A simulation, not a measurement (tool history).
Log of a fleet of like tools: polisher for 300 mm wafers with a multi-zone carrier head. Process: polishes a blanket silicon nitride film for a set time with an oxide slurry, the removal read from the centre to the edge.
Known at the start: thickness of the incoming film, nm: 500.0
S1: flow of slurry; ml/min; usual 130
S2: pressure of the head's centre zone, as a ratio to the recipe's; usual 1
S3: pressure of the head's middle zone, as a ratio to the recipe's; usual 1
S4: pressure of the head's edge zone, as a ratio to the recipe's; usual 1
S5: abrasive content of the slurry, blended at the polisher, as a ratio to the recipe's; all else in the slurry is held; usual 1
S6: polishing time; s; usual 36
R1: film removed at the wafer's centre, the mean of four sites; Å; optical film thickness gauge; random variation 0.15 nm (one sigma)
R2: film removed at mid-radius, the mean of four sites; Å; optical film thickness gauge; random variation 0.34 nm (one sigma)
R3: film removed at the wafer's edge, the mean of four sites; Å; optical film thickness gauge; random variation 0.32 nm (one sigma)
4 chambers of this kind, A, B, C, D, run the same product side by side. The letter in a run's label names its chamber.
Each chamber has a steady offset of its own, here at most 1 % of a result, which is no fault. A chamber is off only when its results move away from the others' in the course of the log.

run,hour,S1,S2,S3,S4,S5,S6,R1,R2,R3
1B,5.7,130,1,1,1,1,36,234.49,233.95,230.41
# hour 9.4: chamber C: worn pad replaced by a new one
2A,10,130,1,1,1,1,36,233.82,231.24,227.96
3D,15.9,130,1,1,1,1,36,229.06,234.78,238.1
4C,20.2,130,1,1,1,1,36,229.79,236.55,226.56
5D,24.3,130,1,1,1,1,36,228.75,233.13,231.73
6B,27.3,100,1,1,1,1,36,214.59,221.98,219.94
7C,31.5,100,1,1,1,1,36,214.05,219.98,222.25
8A,35.2,100,1,1,1,1,36,212.28,217.92,222.5
9B,40,100,1,1,1,1,36,216.69,221.1,223.79
10D,45.3,130,1,1,1,1,36,228.84,227.71,232.91
# hour 47.3: chamber D: worn pad replaced by a new one
11A,50.2,130,1,1.06,1,1,27,174.6,185.75,175.15
12C,55.2,130,1,1.06,1,1,27,171.63,182.24,174.13
13A,61.1,130,1,1.06,1,1,27,172.41,180.79,176.73
14B,66.4,130,1,1.06,1,1,27,175.69,189.52,173.14
15C,71.6,130,1,1,1,1,36,232.66,239.7,230.16
# hour 73.2: chamber D: centre zone pressure recalibrated
16D,75.6,130,1,1,1,1,36,231.06,237.5,233.82
# hour 78.7: chamber B: slurry nozzle cleaned
# hour 78.8: chamber A: worn pad replaced by a new one
17D,81,130,1,1,1,1,36,233.72,238.46,232.43
18B,87.2,130,1,1,1,1,36,232.04,235.28,231.46
19A,90.8,130,1,1,1,1,36,231.29,232.78,234.65
20C,94.3,130,1,0.93,1,1,36,236.12,217.5,230.64
21D,98.2,130,1,0.93,1,1,36,230.69,219.61,236.38
22C,104.4,130,1,0.93,1,1,36,237.18,223.13,234.75
# hour 109.5: chamber D: edge zone pressure recalibrated
# hour 109.6: chamber D: worn pad replaced by a new one
23B,110.1,130,1,0.93,1,1,36,233.31,214.06,227.44
24A,115.2,130,1,1,1,1,36,232.76,231.78,230.4
25C,121.5,130,1,1,1,1,36,242.35,224.67,232.41
# hour 123.3: chamber A: slurry nozzle cleaned
26B,127,130,1,1,1,1,36,232.69,230.57,226.9
27D,132.4,130,1,1,1,1,36,229.57,228.86,230.05
28A,138.3,130,1,1,1,1,36,232.88,231.55,233.59
29C,142.5,130,1,1,1,1,36,245.35,237.4,227.62
30A,145.7,130,1,1,1,1,36,232.55,230.18,230.35
31D,148.6,130,1,1.08,1,1,36,228.92,252.91,230.19
32B,154.8,130,1,1.08,1,1,36,231.22,251.23,229.39
33A,158.3,130,1,1.08,1,1,36,232.56,241.83,229.08

Next, every chamber runs the same settings. What will each give?
34A,162.9,130,1,1,1,1,36,?,?,?
34B,162.9,130,1,1,1,1,36,?,?,?
34C,162.9,130,1,1,1,1,36,?,?,?
34D,162.9,130,1,1,1,1,36,?,?,?

run,R1,R2,R3
34A,231.09,233.09,232.92
34B,230.99,233.62,235.77
34C,244.78,238.93,224.65
34D,232.96,238.49,234.8
